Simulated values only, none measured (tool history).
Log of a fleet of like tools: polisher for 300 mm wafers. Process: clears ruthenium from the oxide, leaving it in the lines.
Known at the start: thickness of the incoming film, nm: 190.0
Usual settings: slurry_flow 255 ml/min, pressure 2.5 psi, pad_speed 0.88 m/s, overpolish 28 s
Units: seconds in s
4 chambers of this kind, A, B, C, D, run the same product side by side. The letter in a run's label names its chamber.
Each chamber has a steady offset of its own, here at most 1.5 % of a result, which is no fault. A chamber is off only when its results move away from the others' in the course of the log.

run,hour,slurry_flow,pressure,pad_speed,overpolish,wafers polished on this pad,hours since the slurry nozzle was cleaned,hours since the head pressure was calibrated,seconds
1C,6.8,255,2.5,0.88,28,452,355,563.3,160.86
2B,13.7,255,2.5,0.88,28,876,142.2,425.5,160.14
3D,20.3,255,2.5,0.88,28,622,185.1,244.7,156.81
# hour 22.3: chamber B: worn pad replaced by a new one
4A,27.4,255,2.5,0.88,28,1022,490.8,495.7,153.95
5B,32.8,255,2.5,0.88,28,52,161.3,444.6,159.1
6C,39.4,255,2.5,0.88,28,614,387.6,595.9,155.05
# hour 42: chamber D: worn pad replaced by a new one
7A,45.6,255,2.5,0.88,28,1113,509,513.9,152.8
8D,53,255,2.5,0.88,28,55,217.8,277.4,157.49
# hour 60: chamber C: worn pad replaced by a new one
9C,60.6,195,2.5,0.88,37,3,408.8,617.1,169.4
10B,66.2,195,2.5,0.88,37,219,194.7,478,166.18
11D,70.2,195,2.5,0.88,37,141,235,294.6,161.71
12A,77.6,195,2.5,0.88,37,1273,541,545.9,158.48
13B,81.7,255,2.5,0.88,28,296,210.2,493.5,158.53
# hour 83.7: chamber A: worn pad replaced by a new one
14D,86.4,255,2.5,0.88,28,221,251.2,310.8,153.75
15A,90.8,255,2.5,0.88,28,35,554.2,559.1,155.08
16C,97.9,255,2.5,0.88,28,189,446.1,654.4,160.36
# hour 98: chamber B: head pressure recalibrated
# hour 98.7: chamber A: slurry nozzle cleaned
# hour 103.7: chamber D: slurry nozzle cleaned
17C,105.4,255,2.5,0.88,28,227,453.6,661.9,157.57
# hour 108.2: chamber B: slurry nozzle cleaned
18B,112,255,2.5,0.88,28,447,3.9,14,160.37
19A,116.4,255,2.5,0.88,28,163,17.8,584.7,157.27
20D,121.3,255,1.7,0.88,18,396,17.7,345.7,231.12
21D,125.5,255,1.7,0.88,18,417,21.9,349.9,232.38
22B,131.1,255,1.7,0.88,18,543,23,33.1,232.55
23C,135.7,255,1.7,0.88,18,378,483.9,692.2,236.49
24A,140.1,255,2.5,1.14,28,281,41.5,608.4,121.75

All 4 chambers run these settings next. Forecast each chamber's results:
25A,145.7,255,2.5,0.88,28,,,,?
25B,145.7,255,2.5,0.88,28,,,,?
25C,145.7,255,2.5,0.88,28,,,,?
25D,145.7,255,2.5,0.88,28,,,,?

run,seconds
25A,156.2
25B,158.58
25C,159.16
25D,157.45
